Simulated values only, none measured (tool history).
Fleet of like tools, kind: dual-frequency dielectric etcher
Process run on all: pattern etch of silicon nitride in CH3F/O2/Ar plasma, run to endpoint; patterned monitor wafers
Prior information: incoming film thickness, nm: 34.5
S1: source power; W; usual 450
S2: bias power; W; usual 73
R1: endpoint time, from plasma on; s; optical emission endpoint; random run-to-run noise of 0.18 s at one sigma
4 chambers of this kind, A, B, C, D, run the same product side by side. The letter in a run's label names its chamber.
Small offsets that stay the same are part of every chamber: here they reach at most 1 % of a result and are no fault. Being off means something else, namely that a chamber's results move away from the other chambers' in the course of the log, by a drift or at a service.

| run | hour | S1 | S2 | R1 |
|---|---|---|---|---|
| 1D | 7.9 | 450 | 73 | 47.528 |
| 2B | 14.5 | 450 | 73 | 47.328 |
| 3A | 23.1 | 450 | 73 | 47.668 |
| 4C | 27.7 | 450 | 73 | 47.735 |
|  | 36.3 | chamber C: wet clean of the chamber |
| 5B | 36.6 | 450 | 73 | 47.465 |
| 6A | 43.7 | 450 | 73 | 47.264 |
| 7C | 50.4 | 450 | 73 | 47.642 |
| 8D | 58.4 | 450 | 73 | 47.36 |
| 9D | 63.4 | 450 | 73 | 47.32 |
| 10B | 70.9 | 450 | 73 | 47.288 |
| 11A | 78.9 | 450 | 73 | 47.095 |
| 12C | 88.1 | 450 | 73 | 47.532 |
| 13D | 93.5 | 450 | 73 | 47.321 |
| 14C | 100.7 | 450 | 73 | 47.781 |
| 15A | 108.7 | 450 | 73 | 47.064 |
| 16B | 114.1 | 450 | 73 | 48.327 |
| 17C | 120.3 | 450 | 73 | 47.346 |
| 18B | 127.5 | 400 | 82 | 48.432 |
| 19D | 132.2 | 400 | 82 | 47.807 |
| 20A | 138.7 | 400 | 82 | 47.243 |
| 21A | 142.8 | 400 | 82 | 47.346 |
| 22B | 151.5 | 450 | 73 | 48.412 |
| 23C | 157.3 | 480 | 73 | 46.175 |
| 24D | 166.2 | 480 | 73 | 46.383 |
| 25D | 172.1 | 480 | 73 | 46.393 |
| 26B | 180.9 | 480 | 73 | 47.814 |

Next, all 4 chambers run the settings below, one line each with question marks for the results. What does each chamber give?
| 27A | 187.5 | 390 | 73 | ? |
| 27B | 187.5 | 390 | 73 | ? |
| 27C | 187.5 | 390 | 73 | ? |
| 27D | 187.5 | 390 | 73 | ? |

| run | R1 |
|---|---|
| 27A | 49.653 |
| 27B | 51.628 |
| 27C | 50.227 |
| 27D | 49.656 |

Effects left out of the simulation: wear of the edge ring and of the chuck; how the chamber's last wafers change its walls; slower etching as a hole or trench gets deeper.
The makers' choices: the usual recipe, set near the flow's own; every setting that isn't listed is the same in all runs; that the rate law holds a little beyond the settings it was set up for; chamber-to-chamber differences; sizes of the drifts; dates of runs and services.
